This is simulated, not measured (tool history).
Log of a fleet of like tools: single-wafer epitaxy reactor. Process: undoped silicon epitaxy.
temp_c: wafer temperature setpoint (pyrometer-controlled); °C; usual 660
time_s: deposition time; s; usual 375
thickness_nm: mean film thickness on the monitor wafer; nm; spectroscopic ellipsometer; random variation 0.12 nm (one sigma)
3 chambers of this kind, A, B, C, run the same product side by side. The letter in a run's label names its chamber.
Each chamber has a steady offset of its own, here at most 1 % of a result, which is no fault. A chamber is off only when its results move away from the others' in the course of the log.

run	hour	temp_c	time_s	hours since the last pyrometer calibration	read-back reference wafer on the same gauge, thickness_nm	thickness_nm
1B	8.2	660	375	465.3	65.011	78.582
2A	17.5	660	375	2360.1	65.024	77.796
3C	26.1	660	375	1509.2	65.042	77.29
4C	34.5	660	375	1517.6	65.063	77.534
5A	43.3	660	375	2385.9	65.066	77.922
6B	52.9	660	375	510	65.09	78.666
7C	61.5	660	375	1544.6	65.122	77.697
8B	69.9	660	375	527	65.121	78.576
9A	74.5	660	375	2417.1	65.139	77.945
10C	84.8	660	375	1567.9	65.148	77.799
11B	90.7	660	400	547.8	65.18	84.016
12A	96.8	660	400	2439.4	65.158	83.263
13B	106.4	660	400	563.5	65.182	83.941
14C	115.2	660	375	1598.3	65.201	77.72
15A	121	660	375	2463.6	65.232	77.932
16A	129.6	660	375	2472.2	65.242	77.931
17B	135.4	660	448	592.5	65.229	94.196
18C	140.3	660	448	1623.4	65.25	92.71
19C	146.4	660	448	1629.5	65.233	92.908
20A	152.7	665	375	2495.3	65.3	86.676
21B	159.4	665	375	616.5	65.284	87.403
22B	169.3	665	375	626.4	65.299	87.475
23A	175.7	660	375	2518.3	65.335	78.149
24C	183.3	650	375	1666.4	65.323	62.969
25B	192.6	650	375	649.7	65.366	63.793
26A	199.6	650	375	2542.2	65.362	63.101
27C	206.5	660	375	1689.6	65.353	77.934
28C	212.6	660	375	1695.7	65.387	77.953
29A	221	660	375	2563.6	65.399	78.076
30B	229.5	674	375	686.6	65.406	105.52

Is one chamber off against the others, does the gauge drift, or is nothing wrong? If a chamber is off, say which, and what the likeliest cause is.

The gauge drifts, so all chambers seem to drift together. No chamber is off.
Cause: gauge reads high (%) = 0.656.
